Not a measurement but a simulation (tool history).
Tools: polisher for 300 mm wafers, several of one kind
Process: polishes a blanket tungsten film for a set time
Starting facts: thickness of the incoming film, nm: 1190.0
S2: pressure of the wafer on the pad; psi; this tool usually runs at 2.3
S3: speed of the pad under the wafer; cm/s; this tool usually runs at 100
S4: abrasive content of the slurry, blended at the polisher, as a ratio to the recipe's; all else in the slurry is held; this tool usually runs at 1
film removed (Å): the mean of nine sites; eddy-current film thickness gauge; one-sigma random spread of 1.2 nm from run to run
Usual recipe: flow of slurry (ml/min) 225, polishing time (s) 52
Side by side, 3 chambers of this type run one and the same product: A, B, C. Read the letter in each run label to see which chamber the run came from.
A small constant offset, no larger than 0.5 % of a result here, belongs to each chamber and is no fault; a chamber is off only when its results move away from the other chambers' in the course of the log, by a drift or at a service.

-- day=0.196 chamber C: worn pad replaced by a new one
run 1C day=0.338 | flow_of_slurry_(ml/min)=225 S2=2.3 S3=100 S4=1 polishing_time_(s)=52 | film_removed_(Å)=1808
-- day=0.642 chamber B: worn pad replaced by a new one
run 2A day=0.692 | flow_of_slurry_(ml/min)=225 S2=2.3 S3=100 S4=1 polishing_time_(s)=52 | film_removed_(Å)=1802.2
run 3B day=1.067 | flow_of_slurry_(ml/min)=225 S2=2.3 S3=100 S4=1 polishing_time_(s)=52 | film_removed_(Å)=1818.4
-- day=1.379 chamber B: slurry tank refilled with fresh slurry and peroxide
run 4B day=1.404 | flow_of_slurry_(ml/min)=225 S2=2.3 S3=100 S4=1 polishing_time_(s)=52 | film_removed_(Å)=1819.5
run 5C day=1.658 | flow_of_slurry_(ml/min)=225 S2=2.3 S3=100 S4=1 polishing_time_(s)=52 | film_removed_(Å)=1819.1
run 6A day=1.829 | flow_of_slurry_(ml/min)=225 S2=2.3 S3=100 S4=1 polishing_time_(s)=52 | film_removed_(Å)=1797.2
run 7A day=2.171 | flow_of_slurry_(ml/min)=225 S2=2.3 S3=100 S4=1 polishing_time_(s)=52 | film_removed_(Å)=1833.3
-- day=2.321 chamber A: slurry blender recalibrated
run 8C day=2.446 | flow_of_slurry_(ml/min)=225 S2=2.3 S3=100 S4=1 polishing_time_(s)=52 | film_removed_(Å)=1819.9
-- day=2.458 chamber B: slurry blender recalibrated
-- day=2.608 chamber A: slurry tank refilled with fresh slurry and peroxide
run 9B day=2.621 | flow_of_slurry_(ml/min)=225 S2=2.3 S3=100 S4=1 polishing_time_(s)=52 | film_removed_(Å)=1817.1
run 10C day=2.854 | flow_of_slurry_(ml/min)=225 S2=2.3 S3=100 S4=1 polishing_time_(s)=52 | film_removed_(Å)=1824.1
run 11A day=3.15 | flow_of_slurry_(ml/min)=225 S2=2.3 S3=100 S4=1 polishing_time_(s)=52 | film_removed_(Å)=1830.7
-- day=3.354 chamber A: worn pad replaced by a new one
-- day=3.371 chamber C: worn pad replaced by a new one
run 12B day=3.392 | flow_of_slurry_(ml/min)=225 S2=2.3 S3=100 S4=1 polishing_time_(s)=52 | film_removed_(Å)=1838.6
run 13C day=3.767 | flow_of_slurry_(ml/min)=225 S2=2.3 S3=100 S4=1 polishing_time_(s)=52 | film_removed_(Å)=1805.4
run 14A day=3.958 | flow_of_slurry_(ml/min)=225 S2=2.3 S3=100 S4=1 polishing_time_(s)=52 | film_removed_(Å)=1810.2
-- day=4.117 chamber B: worn pad replaced by a new one
run 15B day=4.15 | flow_of_slurry_(ml/min)=225 S2=2.3 S3=100 S4=1 polishing_time_(s)=52 | film_removed_(Å)=1833.3
run 16B day=4.512 | flow_of_slurry_(ml/min)=150 S2=2.3 S3=100 S4=1 polishing_time_(s)=52 | film_removed_(Å)=1727.8
run 17A day=4.679 | flow_of_slurry_(ml/min)=150 S2=2.3 S3=100 S4=1 polishing_time_(s)=52 | film_removed_(Å)=1704.8
run 18C day=4.85 | flow_of_slurry_(ml/min)=150 S2=2.3 S3=100 S4=1 polishing_time_(s)=52 | film_removed_(Å)=1718.7
-- day=5.017 chamber C: slurry tank refilled with fresh slurry and peroxide
run 19C day=5.125 | flow_of_slurry_(ml/min)=225 S2=2.3 S3=100 S4=1 polishing_time_(s)=52 | film_removed_(Å)=1816.7
-- day=5.158 chamber C: slurry nozzle cleaned
run 20A day=5.329 | flow_of_slurry_(ml/min)=225 S2=2.3 S3=100 S4=1 polishing_time_(s)=52 | film_removed_(Å)=1797.9
run 21B day=5.496 | flow_of_slurry_(ml/min)=225 S2=2.3 S3=100 S4=1 polishing_time_(s)=52 | film_removed_(Å)=1840.9
run 22C day=5.85 | flow_of_slurry_(ml/min)=280 S2=2.3 S3=100 S4=1.25 polishing_time_(s)=52 | film_removed_(Å)=1954.3

Decide between three cases: one chamber stands off from its peers, the gauge reading all wafers drifts, or nothing is wrong past each chamber's small offset. Where a chamber is off, say which and what most likely put it there.

No chamber is off and the gauge is stable; the differences are just each chamber's small, constant offset.

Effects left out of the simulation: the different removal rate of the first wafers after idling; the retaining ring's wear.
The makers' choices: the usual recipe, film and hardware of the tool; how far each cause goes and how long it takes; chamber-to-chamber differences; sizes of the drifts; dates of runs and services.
